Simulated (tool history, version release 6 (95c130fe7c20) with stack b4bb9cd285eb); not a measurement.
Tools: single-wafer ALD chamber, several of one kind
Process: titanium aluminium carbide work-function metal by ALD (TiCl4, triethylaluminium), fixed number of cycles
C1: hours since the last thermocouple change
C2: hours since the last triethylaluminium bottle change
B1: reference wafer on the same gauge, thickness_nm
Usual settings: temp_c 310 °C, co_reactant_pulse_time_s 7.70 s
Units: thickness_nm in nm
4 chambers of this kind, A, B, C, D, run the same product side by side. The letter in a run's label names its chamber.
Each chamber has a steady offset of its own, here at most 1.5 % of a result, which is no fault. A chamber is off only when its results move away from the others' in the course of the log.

{"hour": 1.8, "done": "chamber A: thermocouple changed; heater temperature recalibrated"}
{"run": "1A", "hour": 4.8, "temp_c": 310, "co_reactant_pulse_time_s": 7.7, "C1": 3.0, "C2": 1415.0, "B1": 2.089, "thickness_nm": 1.9832}
{"run": "2C", "hour": 9.8, "temp_c": 310, "co_reactant_pulse_time_s": 7.7, "C1": 968.1, "C2": 1730.9, "B1": 2.0903, "thickness_nm": 1.9999}
{"run": "3D", "hour": 17.2, "temp_c": 310, "co_reactant_pulse_time_s": 7.7, "C1": 1265.9, "C2": 56.8, "B1": 2.0896, "thickness_nm": 2.0135}
{"run": "4B", "hour": 23.6, "temp_c": 310, "co_reactant_pulse_time_s": 7.7, "C1": 605.1, "C2": 44.1, "B1": 2.0903, "thickness_nm": 2.016}
{"run": "5D", "hour": 28.1, "temp_c": 310, "co_reactant_pulse_time_s": 7.7, "C1": 1276.8, "C2": 67.7, "B1": 2.0897, "thickness_nm": 2.0024}
{"run": "6B", "hour": 35.2, "temp_c": 310, "co_reactant_pulse_time_s": 7.7, "C1": 616.7, "C2": 55.7, "B1": 2.0904, "thickness_nm": 2.0226}
{"run": "7A", "hour": 44.2, "temp_c": 310, "co_reactant_pulse_time_s": 10.23, "C1": 42.4, "C2": 1454.4, "B1": 2.0911, "thickness_nm": 2.0661}
{"run": "8C", "hour": 51.2, "temp_c": 310, "co_reactant_pulse_time_s": 10.23, "C1": 1009.5, "C2": 1772.3, "B1": 2.0891, "thickness_nm": 2.0861}
{"run": "9B", "hour": 56.0, "temp_c": 310, "co_reactant_pulse_time_s": 10.23, "C1": 637.5, "C2": 76.5, "B1": 2.0902, "thickness_nm": 2.1172}
{"run": "10A", "hour": 62.1, "temp_c": 310, "co_reactant_pulse_time_s": 10.23, "C1": 60.3, "C2": 1472.3, "B1": 2.0894, "thickness_nm": 2.0646}
{"run": "11D", "hour": 68.8, "temp_c": 310, "co_reactant_pulse_time_s": 7.7, "C1": 1317.5, "C2": 108.4, "B1": 2.0906, "thickness_nm": 2.016}
{"run": "12C", "hour": 75.5, "temp_c": 310, "co_reactant_pulse_time_s": 7.7, "C1": 1033.8, "C2": 1796.6, "B1": 2.0896, "thickness_nm": 1.9989}
{"run": "13D", "hour": 81.7, "temp_c": 310, "co_reactant_pulse_time_s": 7.7, "C1": 1330.4, "C2": 121.3, "B1": 2.0911, "thickness_nm": 2.0119}
{"run": "14B", "hour": 91.7, "temp_c": 296, "co_reactant_pulse_time_s": 7.7, "C1": 673.2, "C2": 112.2, "B1": 2.09, "thickness_nm": 1.9024}
{"run": "15A", "hour": 98.5, "temp_c": 296, "co_reactant_pulse_time_s": 7.7, "C1": 96.7, "C2": 1508.7, "B1": 2.0909, "thickness_nm": 1.873}
{"run": "16C", "hour": 107.1, "temp_c": 296, "co_reactant_pulse_time_s": 7.7, "C1": 1065.4, "C2": 1828.2, "B1": 2.0893, "thickness_nm": 1.8713}
{"run": "17C", "hour": 114.5, "temp_c": 296, "co_reactant_pulse_time_s": 7.7, "C1": 1072.8, "C2": 1835.6, "B1": 2.0903, "thickness_nm": 1.8728}
{"run": "18A", "hour": 122.2, "temp_c": 310, "co_reactant_pulse_time_s": 7.7, "C1": 120.4, "C2": 1532.4, "B1": 2.0899, "thickness_nm": 1.978}
{"run": "19B", "hour": 128.3, "temp_c": 310, "co_reactant_pulse_time_s": 7.7, "C1": 709.8, "C2": 148.8, "B1": 2.0893, "thickness_nm": 2.0322}
{"run": "20D", "hour": 132.8, "temp_c": 310, "co_reactant_pulse_time_s": 7.7, "C1": 1381.5, "C2": 172.4, "B1": 2.0895, "thickness_nm": 2.0205}
{"run": "21A", "hour": 141.2, "temp_c": 310, "co_reactant_pulse_time_s": 7.7, "C1": 139.4, "C2": 1551.4, "B1": 2.0903, "thickness_nm": 1.9849}
{"run": "22D", "hour": 147.6, "temp_c": 323, "co_reactant_pulse_time_s": 9.2, "C1": 1396.3, "C2": 187.2, "B1": 2.0891, "thickness_nm": 2.2074}
{"run": "23B", "hour": 154.0, "temp_c": 323, "co_reactant_pulse_time_s": 9.2, "C1": 735.5, "C2": 174.5, "B1": 2.0904, "thickness_nm": 2.1955}
{"run": "24C", "hour": 161.8, "temp_c": 323, "co_reactant_pulse_time_s": 9.2, "C1": 1120.1, "C2": 1882.9, "B1": 2.0906, "thickness_nm": 2.1784}
{"run": "25C", "hour": 166.8, "temp_c": 323, "co_reactant_pulse_time_s": 9.2, "C1": 1125.1, "C2": 1887.9, "B1": 2.0896, "thickness_nm": 2.1769}
{"run": "26B", "hour": 174.3, "temp_c": 310, "co_reactant_pulse_time_s": 7.7, "C1": 755.8, "C2": 194.8, "B1": 2.09, "thickness_nm": 2.0258}
{"run": "27D", "hour": 180.8, "temp_c": 310, "co_reactant_pulse_time_s": 7.7, "C1": 1429.5, "C2": 220.4, "B1": 2.0903, "thickness_nm": 2.0348}
{"run": "28A", "hour": 189.8, "temp_c": 310, "co_reactant_pulse_time_s": 7.7, "C1": 188.0, "C2": 1600.0, "B1": 2.0904, "thickness_nm": 1.9858}
{"run": "29C", "hour": 198.4, "temp_c": 303, "co_reactant_pulse_time_s": 10.0, "C1": 1156.7, "C2": 1919.5, "B1": 2.0878, "thickness_nm": 2.0175}
{"run": "30D", "hour": 205.0, "temp_c": 303, "co_reactant_pulse_time_s": 10.0, "C1": 1453.7, "C2": 244.6, "B1": 2.0912, "thickness_nm": 2.0497}
{"run": "31A", "hour": 213.9, "temp_c": 303, "co_reactant_pulse_time_s": 10.0, "C1": 212.1, "C2": 1624.1, "B1": 2.0896, "thickness_nm": 2.0078}
{"run": "32B", "hour": 220.6, "temp_c": 303, "co_reactant_pulse_time_s": 10.0, "C1": 802.1, "C2": 241.1, "B1": 2.0903, "thickness_nm": 2.0517}
{"run": "33D", "hour": 226.3, "temp_c": 310, "co_reactant_pulse_time_s": 7.7, "C1": 1475.0, "C2": 265.9, "B1": 2.0912, "thickness_nm": 2.0421}
{"run": "34A", "hour": 236.3, "temp_c": 310, "co_reactant_pulse_time_s": 7.7, "C1": 234.5, "C2": 1646.5, "B1": 2.0894, "thickness_nm": 1.9703}
{"run": "35C", "hour": 244.0, "temp_c": 310, "co_reactant_pulse_time_s": 7.7, "C1": 1202.3, "C2": 1965.1, "B1": 2.0909, "thickness_nm": 1.9798}

Next, every chamber runs the same settings. What will each give?
{"run": "36A", "hour": 251.2, "temp_c": 310, "co_reactant_pulse_time_s": 7.7, "thickness_nm": "?"}
{"run": "36B", "hour": 251.2, "temp_c": 310, "co_reactant_pulse_time_s": 7.7, "thickness_nm": "?"}
{"run": "36C", "hour": 251.2, "temp_c": 310, "co_reactant_pulse_time_s": 7.7, "thickness_nm": "?"}
{"run": "36D", "hour": 251.2, "temp_c": 310, "co_reactant_pulse_time_s": 7.7, "thickness_nm": "?"}

run=36A thickness_nm=1.9827
run=36B thickness_nm=2.0088
run=36C thickness_nm=1.9951
run=36D thickness_nm=2.0528
